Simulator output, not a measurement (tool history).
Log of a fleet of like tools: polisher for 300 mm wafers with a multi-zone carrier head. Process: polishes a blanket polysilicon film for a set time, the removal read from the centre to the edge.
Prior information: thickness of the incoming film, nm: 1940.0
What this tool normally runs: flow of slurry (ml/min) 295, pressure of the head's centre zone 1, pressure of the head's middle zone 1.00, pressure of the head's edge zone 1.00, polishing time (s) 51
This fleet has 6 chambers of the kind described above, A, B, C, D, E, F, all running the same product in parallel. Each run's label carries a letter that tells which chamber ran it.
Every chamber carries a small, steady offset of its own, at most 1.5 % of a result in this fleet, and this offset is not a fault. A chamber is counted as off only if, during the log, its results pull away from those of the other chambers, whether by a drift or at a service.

run,hour,flow of slurry (ml/min),pressure of the head's centre zone,pressure of the head's middle zone,pressure of the head's edge zone,polishing time (s),wafers polished on this pad,hours since the slurry nozzle was cleaned,hours since the centre zone pressure was calibrated,hours since the edge zone pressure was calibrated,film removed at the wafer's centre (nm),film removed at mid-radius (nm),film removed at the wafer's edge (nm)
# hour 7.2: chamber C: worn pad replaced by a new one
# hour 8.9: chamber F: slurry nozzle cleaned
1A,11.3,295,1,1.00,1.00,51,722,648.8,1292.2,16.9,294.44,298.60,297.84
2F,19.3,295,1,1.00,1.00,51,1314,10.4,374.1,561.3,300.49,300.57,294.95
# hour 19.8: chamber D: worn pad replaced by a new one
# hour 22.4: chamber E: slurry nozzle cleaned
# hour 26.0: chamber F: worn pad replaced by a new one
3D,29.6,295,1,1.00,1.00,51,150,474.6,482.9,184.1,301.95,305.01,298.50
# hour 39.4: chamber A: worn pad replaced by a new one
4C,39.8,295,1,1.00,1.00,51,502,210.1,549.7,353.3,300.30,297.92,294.52
5E,46.4,295,1,1.00,1.00,51,732,24.0,213.3,825.2,300.73,301.14,291.65
6B,52.0,295,1,1.00,1.00,51,1186,320.7,638.3,191.9,296.29,294.95,298.98
# hour 60.0: chamber F: edge zone pressure recalibrated
7A,64.4,295,1,1.00,1.00,51,384,701.9,1345.3,70.0,297.09,296.60,297.43
# hour 68.1: chamber C: slurry nozzle cleaned
# hour 72.6: chamber C: worn pad replaced by a new one
8F,74.9,295,1,1.00,1.00,51,752,66.0,429.7,15.0,302.25,300.33,302.40
# hour 77.2: chamber E: worn pad replaced by a new one
# hour 83.9: chamber C: edge zone pressure recalibrated
9E,84.7,295,1,1.00,1.00,51,116,62.3,251.6,863.5,296.38,298.57,293.49
10B,96.2,295,1,1.00,1.00,51,1865,364.9,682.5,236.1,296.75,303.11,299.00
# hour 103.2: chamber D: worn pad replaced by a new one
11D,103.7,295,1,1.00,1.00,51,8,548.7,557.0,258.2,296.36,298.97,295.97
12C,113.7,295,1,1.00,1.00,51,631,45.6,623.6,29.9,297.53,296.06,297.59
# hour 119.8: chamber A: worn pad replaced by a new one
13E,120.6,295,1,1.00,1.00,51,668,98.2,287.5,899.4,292.54,293.96,301.13
# hour 124.7: chamber F: worn pad replaced by a new one
# hour 125.8: chamber A: centre zone pressure recalibrated
14F,128.4,295,1,1.00,1.00,51,57,119.5,483.2,68.5,298.17,297.25,297.95
15C,136.0,295,1,1.06,0.95,51,974,67.9,645.9,52.2,294.34,317.77,289.64
# hour 136.2: chamber C: worn pad replaced by a new one
16A,148.2,295,1,1.06,0.95,51,436,785.7,22.4,153.8,296.87,312.52,287.45
17D,155.1,295,1,1.06,0.95,51,798,600.1,608.4,309.6,297.85,323.79,294.61
# hour 157.6: chamber A: slurry nozzle cleaned
# hour 159.1: chamber E: worn pad replaced by a new one
18B,160.7,295,1,1.06,0.95,51,2856,429.4,747.0,300.6,291.06,303.94,290.73
19A,172.9,295,1,1.06,0.95,51,816,15.4,47.1,178.5,294.98,308.62,286.84
20C,181.1,295,1,1.06,0.95,51,690,113.0,691.0,97.3,299.56,316.98,291.02
# hour 181.9: chamber D: slurry nozzle cleaned
# hour 188.0: chamber A: worn pad replaced by a new one
21F,188.9,235,1,0.90,1.00,51,986,180.0,543.7,129.0,293.00,273.19,290.47
# hour 191.1: chamber D: worn pad replaced by a new one
22B,195.6,235,1,0.90,1.00,51,3393,464.3,781.9,335.5,275.68,250.82,288.66
# hour 200.3: chamber F: slurry nozzle cleaned
23E,203.4,235,1,0.90,1.00,51,681,181.0,370.3,982.2,285.37,262.77,280.66
# hour 207.0: chamber F: worn pad replaced by a new one
24D,212.8,235,1,0.90,1.00,51,334,30.9,666.1,367.3,287.71,262.60,294.97
# hour 218.9: chamber C: worn pad replaced by a new one
# hour 223.7: chamber E: worn pad replaced by a new one
25E,225.6,235,1,0.90,1.00,51,29,203.2,392.5,1004.4,285.76,258.10,288.99
26F,234.6,235,1,0.90,1.00,51,424,34.4,589.4,174.7,285.34,262.49,292.70
27B,247.2,295,1,1.00,1.00,51,4186,515.9,833.5,387.1,275.94,275.09,282.57
28C,252.9,295,1,1.00,1.00,51,523,184.8,762.8,169.1,296.84,302.07,294.68
# hour 255.1: chamber A: worn pad replaced by a new one
29D,261.9,295,1,1.00,1.00,51,1089,80.0,715.2,416.4,298.59,305.55,302.51
30A,270.3,245,1,1.04,1.00,51,234,112.8,144.5,275.9,291.31,301.89,289.07
# hour 271.2: chamber E: slurry nozzle cleaned
31D,277.4,245,1,1.04,1.00,51,1327,95.5,730.7,431.9,296.54,311.66,291.88
# hour 277.5: chamber D: worn pad replaced by a new one
# hour 287.9: chamber C: worn pad replaced by a new one
32F,287.9,245,1,1.04,1.00,51,1243,87.7,642.7,228.0,288.83,305.87,291.41
# hour 294.2: chamber E: edge zone pressure recalibrated
# hour 294.4: chamber E: worn pad replaced by a new one
33C,300.1,245,1,1.04,1.00,51,188,232.0,810.0,216.3,293.78,296.95,287.04
34B,312.4,245,1,1.04,1.00,51,5188,581.1,898.7,452.3,259.71,266.27,267.88
35E,320.4,245,1,1.04,1.00,51,400,49.2,487.3,26.3,290.78,305.69,289.67
# hour 324.9: chamber A: edge zone pressure recalibrated
36A,329.4,295,1,1.00,1.00,51,1142,171.9,203.6,4.6,296.22,296.58,293.53
# hour 333.1: chamber A: worn pad replaced by a new one
37A,340.6,295,1,1.00,1.00,51,116,183.1,214.8,15.8,294.62,289.48,297.71
# hour 342.8: chamber C: slurry nozzle cleaned
38C,346.6,295,1,1.00,1.00,51,902,3.9,856.5,262.8,299.96,298.48,300.89
# hour 350.8: chamber D: worn pad replaced by a new one
39D,358.1,295,1,1.00,1.00,51,112,176.2,811.4,512.6,299.28,299.32,299.61
40B,365.2,295,1,1.00,1.00,51,5999,633.9,951.5,505.1,261.39,263.67,261.31

The same settings go to every chamber for the next run, one line per chamber below. Forecast the results for each:
41A,374.4,295,1,1.00,1.00,62,,,,,?,?,?
41B,374.4,295,1,1.00,1.00,62,,,,,?,?,?
41C,374.4,295,1,1.00,1.00,62,,,,,?,?,?
41D,374.4,295,1,1.00,1.00,62,,,,,?,?,?
41E,374.4,295,1,1.00,1.00,62,,,,,?,?,?
41F,374.4,295,1,1.00,1.00,62,,,,,?,?,?

run,film removed at the wafer's centre (nm),film removed at mid-radius (nm),film removed at the wafer's edge (nm)
41A,352.03,361.86,355.19
41B,315.08,327.15,319.88
41C,371.68,363.95,360.31
41D,362.21,370.12,369.85
41E,358.85,358.42,356.51
41F,363.56,356.90,364.21
